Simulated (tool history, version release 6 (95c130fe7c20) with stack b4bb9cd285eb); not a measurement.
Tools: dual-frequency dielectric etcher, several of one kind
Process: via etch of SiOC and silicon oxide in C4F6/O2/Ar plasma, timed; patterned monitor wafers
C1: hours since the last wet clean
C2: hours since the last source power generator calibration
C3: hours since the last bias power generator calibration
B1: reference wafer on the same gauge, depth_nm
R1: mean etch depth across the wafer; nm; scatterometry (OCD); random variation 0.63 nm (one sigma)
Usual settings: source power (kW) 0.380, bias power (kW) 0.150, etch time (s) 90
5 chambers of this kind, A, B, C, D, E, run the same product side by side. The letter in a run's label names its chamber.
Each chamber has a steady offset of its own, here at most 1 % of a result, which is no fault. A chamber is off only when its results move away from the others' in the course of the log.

{"run": "1A", "day": 0.379, "source power (kW)": 0.38, "bias power (kW)": 0.15, "etch time (s)": 90, "C1": 266.9, "C2": 1268.5, "C3": 259.1, "B1": 99.9, "R1": 93.812}
{"run": "2B", "day": 0.896, "source power (kW)": 0.38, "bias power (kW)": 0.15, "etch time (s)": 90, "C1": 133.1, "C2": 2204.4, "C3": 918.1, "B1": 99.777, "R1": 93.988}
{"run": "3E", "day": 1.333, "source power (kW)": 0.38, "bias power (kW)": 0.15, "etch time (s)": 90, "C1": 366.4, "C2": 1628.8, "C3": 1792.4, "B1": 99.755, "R1": 94.081}
{"run": "4D", "day": 1.617, "source power (kW)": 0.38, "bias power (kW)": 0.15, "etch time (s)": 90, "C1": 300.1, "C2": 252.2, "C3": 1821.9, "B1": 99.901, "R1": 94.057}
{"run": "5C", "day": 2.154, "source power (kW)": 0.38, "bias power (kW)": 0.15, "etch time (s)": 90, "C1": 217.6, "C2": 2641.0, "C3": 1180.4, "B1": 99.839, "R1": 93.112}
{"run": "6C", "day": 2.442, "source power (kW)": 0.38, "bias power (kW)": 0.15, "etch time (s)": 90, "C1": 224.5, "C2": 2647.9, "C3": 1187.3, "B1": 99.806, "R1": 94.637}
{"run": "7D", "day": 2.967, "source power (kW)": 0.38, "bias power (kW)": 0.15, "etch time (s)": 90, "C1": 332.5, "C2": 284.6, "C3": 1854.3, "B1": 99.909, "R1": 93.566}
{"run": "8A", "day": 3.446, "source power (kW)": 0.38, "bias power (kW)": 0.15, "etch time (s)": 90, "C1": 340.5, "C2": 1342.1, "C3": 332.7, "B1": 99.791, "R1": 93.03}
{"run": "9E", "day": 3.829, "source power (kW)": 0.38, "bias power (kW)": 0.15, "etch time (s)": 90, "C1": 426.3, "C2": 1688.7, "C3": 1852.3, "B1": 99.806, "R1": 93.766}
{"run": "10B", "day": 4.208, "source power (kW)": 0.38, "bias power (kW)": 0.15, "etch time (s)": 90, "C1": 212.6, "C2": 2283.9, "C3": 997.6, "B1": 99.943, "R1": 94.268}
{"run": "11B", "day": 4.604, "source power (kW)": 0.38, "bias power (kW)": 0.15, "etch time (s)": 90, "C1": 222.1, "C2": 2293.4, "C3": 1007.1, "B1": 100.02, "R1": 93.304}
{"run": "12E", "day": 4.988, "source power (kW)": 0.38, "bias power (kW)": 0.15, "etch time (s)": 90, "C1": 454.1, "C2": 1716.5, "C3": 1880.1, "B1": 100.05, "R1": 94.302}
{"run": "13D", "day": 5.421, "source power (kW)": 0.38, "bias power (kW)": 0.15, "etch time (s)": 90, "C1": 391.4, "C2": 343.5, "C3": 1913.2, "B1": 99.852, "R1": 92.522}
{"run": "14C", "day": 5.975, "source power (kW)": 0.38, "bias power (kW)": 0.15, "etch time (s)": 105, "C1": 309.3, "C2": 2732.7, "C3": 1272.1, "B1": 100.02, "R1": 110.17}
{"run": "15A", "day": 6.633, "source power (kW)": 0.38, "bias power (kW)": 0.15, "etch time (s)": 105, "C1": 417.0, "C2": 1418.6, "C3": 409.2, "B1": 99.977, "R1": 108.45}
{"run": "16D", "day": 7.192, "source power (kW)": 0.38, "bias power (kW)": 0.15, "etch time (s)": 105, "C1": 433.9, "C2": 386.0, "C3": 1955.7, "B1": 99.838, "R1": 108.18}
{"run": "17C", "day": 7.825, "source power (kW)": 0.38, "bias power (kW)": 0.15, "etch time (s)": 105, "C1": 353.7, "C2": 2777.1, "C3": 1316.5, "B1": 99.746, "R1": 108.6}
{"run": "18A", "day": 8.454, "source power (kW)": 0.38, "bias power (kW)": 0.15, "etch time (s)": 105, "C1": 460.7, "C2": 1462.3, "C3": 452.9, "B1": 99.879, "R1": 109.11}
{"run": "19B", "day": 8.892, "source power (kW)": 0.38, "bias power (kW)": 0.15, "etch time (s)": 90, "C1": 325.0, "C2": 2396.3, "C3": 1110.0, "B1": 99.961, "R1": 93.483}
{"run": "20E", "day": 9.2, "source power (kW)": 0.38, "bias power (kW)": 0.15, "etch time (s)": 90, "C1": 555.2, "C2": 1817.6, "C3": 1981.2, "B1": 99.797, "R1": 92.831}
{"run": "21B", "day": 9.825, "source power (kW)": 0.38, "bias power (kW)": 0.15, "etch time (s)": 90, "C1": 347.4, "C2": 2418.7, "C3": 1132.4, "B1": 99.947, "R1": 94.33}
{"run": "22C", "day": 10.129, "source power (kW)": 0.38, "bias power (kW)": 0.15, "etch time (s)": 90, "C1": 409.0, "C2": 2832.4, "C3": 1371.8, "B1": 99.989, "R1": 92.923}
{"run": "23D", "day": 10.542, "source power (kW)": 0.38, "bias power (kW)": 0.15, "etch time (s)": 90, "C1": 514.3, "C2": 466.4, "C3": 2036.1, "B1": 99.968, "R1": 94.621}
{"day": 10.862, "done": "chamber A: wet clean of the chamber"}
{"run": "24E", "day": 10.975, "source power (kW)": 0.38, "bias power (kW)": 0.15, "etch time (s)": 90, "C1": 597.8, "C2": 1860.2, "C3": 2023.8, "B1": 99.755, "R1": 92.967}
{"day": 11.183, "done": "chamber B: wet clean of the chamber"}
{"run": "25A", "day": 11.571, "source power (kW)": 0.38, "bias power (kW)": 0.15, "etch time (s)": 90, "C1": 17.1, "C2": 1537.1, "C3": 527.7, "B1": 99.851, "R1": 92.893}
{"run": "26D", "day": 12.171, "source power (kW)": 0.38, "bias power (kW)": 0.15, "etch time (s)": 90, "C1": 553.4, "C2": 505.5, "C3": 2075.2, "B1": 99.942, "R1": 92.721}
{"day": 12.375, "done": "chamber D: wet clean of the chamber"}
{"run": "27C", "day": 12.792, "source power (kW)": 0.38, "bias power (kW)": 0.15, "etch time (s)": 90, "C1": 472.9, "C2": 2896.3, "C3": 1435.7, "B1": 99.919, "R1": 94.743}
{"day": 12.921, "done": "chamber E: wet clean of the chamber"}
{"run": "28B", "day": 13.358, "source power (kW)": 0.38, "bias power (kW)": 0.15, "etch time (s)": 90, "C1": 52.2, "C2": 2503.5, "C3": 1217.2, "B1": 99.951, "R1": 92.6}
{"run": "29E", "day": 13.704, "source power (kW)": 0.38, "bias power (kW)": 0.15, "etch time (s)": 90, "C1": 18.9, "C2": 1925.7, "C3": 2089.3, "B1": 99.909, "R1": 94.325}
{"run": "30A", "day": 14.308, "source power (kW)": 0.38, "bias power (kW)": 0.15, "etch time (s)": 90, "C1": 82.8, "C2": 1602.8, "C3": 593.4, "B1": 99.911, "R1": 92.707}
{"day": 14.621, "done": "chamber C: wet clean of the chamber"}
{"run": "31D", "day": 14.7, "source power (kW)": 0.38, "bias power (kW)": 0.15, "etch time (s)": 90, "C1": 55.9, "C2": 566.2, "C3": 2135.9, "B1": 100.01, "R1": 94.428}
{"run": "32C", "day": 15.338, "source power (kW)": 0.38, "bias power (kW)": 0.15, "etch time (s)": 90, "C1": 17.2, "C2": 2957.4, "C3": 1496.8, "B1": 99.785, "R1": 92.841}
{"run": "33E", "day": 15.683, "source power (kW)": 0.38, "bias power (kW)": 0.15, "etch time (s)": 90, "C1": 66.4, "C2": 1973.2, "C3": 2136.8, "B1": 99.85, "R1": 93.217}
{"run": "34A", "day": 16.321, "source power (kW)": 0.38, "bias power (kW)": 0.15, "etch time (s)": 90, "C1": 131.1, "C2": 1651.1, "C3": 641.7, "B1": 99.76, "R1": 92.065}
{"run": "35B", "day": 16.65, "source power (kW)": 0.38, "bias power (kW)": 0.15, "etch time (s)": 90, "C1": 131.2, "C2": 2582.5, "C3": 1296.2, "B1": 100.04, "R1": 94.307}
{"run": "36E", "day": 17.088, "source power (kW)": 0.38, "bias power (kW)": 0.15, "etch time (s)": 90, "C1": 100.1, "C2": 2006.9, "C3": 2170.5, "B1": 99.943, "R1": 93.74}
{"run": "37C", "day": 17.425, "source power (kW)": 0.38, "bias power (kW)": 0.15, "etch time (s)": 90, "C1": 67.3, "C2": 3007.5, "C3": 1546.9, "B1": 100.01, "R1": 93.924}
{"run": "38D", "day": 18.046, "source power (kW)": 0.38, "bias power (kW)": 0.15, "etch time (s)": 90, "C1": 136.2, "C2": 646.5, "C3": 2216.2, "B1": 100.01, "R1": 94.438}
{"run": "39B", "day": 18.562, "source power (kW)": 0.38, "bias power (kW)": 0.171, "etch time (s)": 90, "C1": 177.1, "C2": 2628.4, "C3": 1342.1, "B1": 100.1, "R1": 99.256}

What goes on in this fleet: one chamber off, a drifting gauge, or nothing beyond the chambers' own small offsets? Name the chamber and the cause, if any.

No chamber stands off beyond its own small offset, and the gauge holds steady.

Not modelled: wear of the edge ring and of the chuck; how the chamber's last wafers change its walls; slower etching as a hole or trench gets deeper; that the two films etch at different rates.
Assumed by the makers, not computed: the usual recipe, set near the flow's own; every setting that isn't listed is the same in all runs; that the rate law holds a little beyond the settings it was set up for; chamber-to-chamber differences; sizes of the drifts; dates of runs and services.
